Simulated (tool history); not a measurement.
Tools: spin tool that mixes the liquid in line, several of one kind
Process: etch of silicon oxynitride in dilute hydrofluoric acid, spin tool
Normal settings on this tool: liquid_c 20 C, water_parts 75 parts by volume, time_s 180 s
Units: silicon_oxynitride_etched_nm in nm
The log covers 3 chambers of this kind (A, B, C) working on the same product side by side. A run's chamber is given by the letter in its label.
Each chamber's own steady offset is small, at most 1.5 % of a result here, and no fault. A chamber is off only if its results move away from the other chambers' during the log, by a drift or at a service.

run   hour  liquid_c  water_parts  time_s  hours since the thermometer was replaced  hours since the hydrofluoric acid flow meter was replaced  read-back film thickness of the silicon oxynitride reference wafer, read on the same gauge (nm)  silicon_oxynitride_etched_nm
 1A      8        20           75     180                                    1629.1                                                      487.6                                                                                           40.013                        4.9696
 2C   15.9        20           75     180                                     609.9                                                      643.3                                                                                           40.005                         4.973
 3B   24.9        20           75     180                                     222.5                                                      395.4                                                                                           39.992                        4.9186
 4B   30.2        20           75     180                                     227.8                                                      400.7                                                                                           40.001                        4.9313
 5C   36.3        20           75     180                                     630.3                                                      663.7                                                                                               40                        5.0217
 6A   45.1        20           75     180                                    1666.2                                                      524.7                                                                                           40.013                        5.0402
 7C   54.8        20           75     180                                     648.8                                                      682.2                                                                                           40.011                        4.9733
 8A   60.9        20           75     180                                      1682                                                      540.5                                                                                           40.026                        5.0552
      64.4  -- chamber A: thermometer replaced
 9B   68.9        20           75     180                                     266.5                                                      439.4                                                                                           40.027                        5.0691
10C   74.1        20           75     180                                     668.1                                                      701.5                                                                                           40.017                        5.0034
11A   81.7        20           75     180                                      17.4                                                      561.3                                                                                           40.012                        4.9976
12B   90.3        20           75     180                                     287.9                                                      460.8                                                                                           40.003                        5.0464
13C  100.2        20           75     180                                     694.2                                                      727.6                                                                                           40.035                        4.9436
14B  111.4        20           75     180                                       309                                                      481.9                                                                                           39.995                        5.1148
15A  121.4        20           40      90                                      57.1                                                        601                                                                                           40.018                        4.8909
16A    131        20           40      90                                      66.7                                                      610.6                                                                                            40.01                        4.7404
       138  -- chamber A: hydrofluoric acid flow meter replaced
17B    138        20           40      90                                     335.6                                                      508.5                                                                                           39.986                        4.9057
18C  143.7        20           75     180                                     737.7                                                      771.1                                                                                            39.97                        4.9905
19B  154.8        20           75     180                                     352.4                                                      525.3                                                                                           39.996                        5.1122
20C  163.4        20           75     180                                     757.4                                                      790.8                                                                                           40.013                        4.9943
21A  171.9        20           75     180                                     107.6                                                       33.9                                                                                            40.02                        4.9816
22B  177.8        20           75     180                                     375.4                                                      548.3                                                                                           39.975                        5.1808
23A    185        20           75     180                                     120.7                                                         47                                                                                           40.021                        4.9722
24C  195.5        20           75     180                                     789.5                                                      822.9                                                                                           39.983                        4.9366
25C  201.5        20           75     180                                     795.5                                                      828.9                                                                                           40.013                        4.9469
26B  210.4        20           75     180                                       408                                                      580.9                                                                                           39.991                        5.2561
27A    218        20           75     180                                     153.7                                                         80                                                                                            39.99                        5.0111
28C  226.8        20           75     180                                     820.8                                                      854.2                                                                                           39.983                        4.9884
29B  233.4        20           75     180                                       431                                                      603.9                                                                                           40.015                        5.2546
30A  244.9        20           75     180                                     180.6                                                      106.9                                                                                           39.985                        4.9535
31A  251.3        20           75     180                                       187                                                      113.3                                                                                           40.013                        5.0351
32B  257.1        20           75     180                                     454.7                                                      627.6                                                                                               40                        5.4304

Does one chamber stand apart from the rest, does the shared gauge drift, or is all well apart from small per-chamber offsets? Give the chamber and the most likely cause, where there is one.

One chamber, B, drifts off from the rest bit by bit.
Cause: hydrofluoric acid flow above the setpoint (%) = 7.18.
It could be hard to tell apart here from: liquid hotter than its thermometer reads (K).

Below are 4 candidate recipes for chamber B's next run, each the usual settings with a change, their results shown as question marks. Which of them brings B's results back in line with what the other chambers give on the usual settings?
In line means no further than this from the other chambers' mean on the usual settings: silicon_oxynitride_etched_nm 0.14 nm
33B-1  265.3      21.5           75     180                                                                                                                                                                                                                                   ?
33B-2  265.3        20           75     170                                                                                                                                                                                                                                   ?
33B-3  265.3      20.5           75     180                                                                                                                                                                                                                                   ?
33B-4  265.3        20           75     175                                                                                                                                                                                                                                   ?

On the usual settings, the other chambers give on average: silicon_oxynitride_etched_nm 4.9794 nm
  run  silicon_oxynitride_etched_nm
33B-1                        5.7238
33B-2                        5.0221
33B-3                        5.4484
33B-4                        5.1698
33B-2 puts the chamber back in line with the other chambers.

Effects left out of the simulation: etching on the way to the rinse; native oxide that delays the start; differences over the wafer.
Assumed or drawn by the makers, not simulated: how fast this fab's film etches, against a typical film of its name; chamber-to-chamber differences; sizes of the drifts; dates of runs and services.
